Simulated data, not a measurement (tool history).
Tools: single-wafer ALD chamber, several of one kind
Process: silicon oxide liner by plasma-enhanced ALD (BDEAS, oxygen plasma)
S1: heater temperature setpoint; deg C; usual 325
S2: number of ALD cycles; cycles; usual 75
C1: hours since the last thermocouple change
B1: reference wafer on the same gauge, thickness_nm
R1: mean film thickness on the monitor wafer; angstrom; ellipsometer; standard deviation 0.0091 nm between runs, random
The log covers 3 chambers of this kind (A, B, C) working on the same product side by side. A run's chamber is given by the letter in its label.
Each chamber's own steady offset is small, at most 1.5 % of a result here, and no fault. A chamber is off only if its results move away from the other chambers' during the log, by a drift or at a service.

{"run": "1C", "hour": 11.8, "S1": 325, "S2": 75, "C1": 1142.6, "B1": 5.9916, "R1": 67.808}
{"run": "2A", "hour": 21.5, "S1": 325, "S2": 75, "C1": 1343.6, "B1": 5.9905, "R1": 66.735}
{"run": "3B", "hour": 30.0, "S1": 325, "S2": 75, "C1": 795, "B1": 5.9948, "R1": 68.266}
{"run": "4B", "hour": 37.6, "S1": 325, "S2": 75, "C1": 802.6, "B1": 5.9921, "R1": 68.141}
{"hour": 42.0, "done": "chamber C: thermocouple changed; heater temperature recalibrated"}
{"run": "5A", "hour": 51.7, "S1": 325, "S2": 75, "C1": 1373.8, "B1": 5.9967, "R1": 66.66}
{"run": "6C", "hour": 61.9, "S1": 325, "S2": 75, "C1": 20, "B1": 5.9989, "R1": 67.533}
{"hour": 67.2, "done": "chamber A: thermocouple changed; heater temperature recalibrated"}
{"run": "7A", "hour": 72.6, "S1": 325, "S2": 75, "C1": 5.5, "B1": 5.9992, "R1": 66.732}
{"run": "8C", "hour": 83.7, "S1": 325, "S2": 75, "C1": 41.8, "B1": 5.9974, "R1": 67.898}
{"run": "9B", "hour": 92.7, "S1": 325, "S2": 75, "C1": 857.7, "B1": 5.9994, "R1": 68.514}
{"run": "10C", "hour": 106.6, "S1": 325, "S2": 75, "C1": 64.7, "B1": 6.0034, "R1": 67.791}
{"run": "11B", "hour": 113.1, "S1": 325, "S2": 75, "C1": 878.1, "B1": 6.005, "R1": 68.198}
{"run": "12A", "hour": 124.2, "S1": 325, "S2": 75, "C1": 57.1, "B1": 6.0057, "R1": 66.863}
{"run": "13C", "hour": 135.9, "S1": 325, "S2": 75, "C1": 94, "B1": 6.0049, "R1": 67.672}
{"run": "14B", "hour": 142.8, "S1": 325, "S2": 75, "C1": 907.8, "B1": 6.0067, "R1": 68.281}
{"run": "15A", "hour": 156.4, "S1": 325, "S2": 75, "C1": 89.3, "B1": 6.0086, "R1": 66.806}
{"run": "16A", "hour": 166.3, "S1": 325, "S2": 67, "C1": 99.2, "B1": 6.008, "R1": 59.744}
{"run": "17B", "hour": 177.4, "S1": 325, "S2": 67, "C1": 942.4, "B1": 6.0098, "R1": 60.964}
{"run": "18C", "hour": 191.4, "S1": 325, "S2": 67, "C1": 149.5, "B1": 6.011, "R1": 60.766}
{"run": "19B", "hour": 205.7, "S1": 325, "S2": 75, "C1": 970.7, "B1": 6.0135, "R1": 68.32}
{"run": "20A", "hour": 219.3, "S1": 325, "S2": 75, "C1": 152.2, "B1": 6.0153, "R1": 66.758}
{"run": "21C", "hour": 232.1, "S1": 325, "S2": 75, "C1": 190.2, "B1": 6.0163, "R1": 67.953}
{"run": "22B", "hour": 245.3, "S1": 325, "S2": 75, "C1": 1010.3, "B1": 6.0193, "R1": 68.686}
{"run": "23A", "hour": 256.8, "S1": 325, "S2": 75, "C1": 189.7, "B1": 6.0194, "R1": 66.891}
{"run": "24C", "hour": 269.9, "S1": 325, "S2": 75, "C1": 228, "B1": 6.0208, "R1": 68.078}
{"run": "25B", "hour": 277.2, "S1": 325, "S2": 75, "C1": 1042.2, "B1": 6.0212, "R1": 68.383}

Next, every chamber runs the same settings. What will each give?
{"run": "26A", "hour": 287.9, "S1": 325, "S2": 66, "R1": "?"}
{"run": "26B", "hour": 287.9, "S1": 325, "S2": 66, "R1": "?"}
{"run": "26C", "hour": 287.9, "S1": 325, "S2": 66, "R1": "?"}

run=26A R1=59.02
run=26B R1=60.257
run=26C R1=59.782
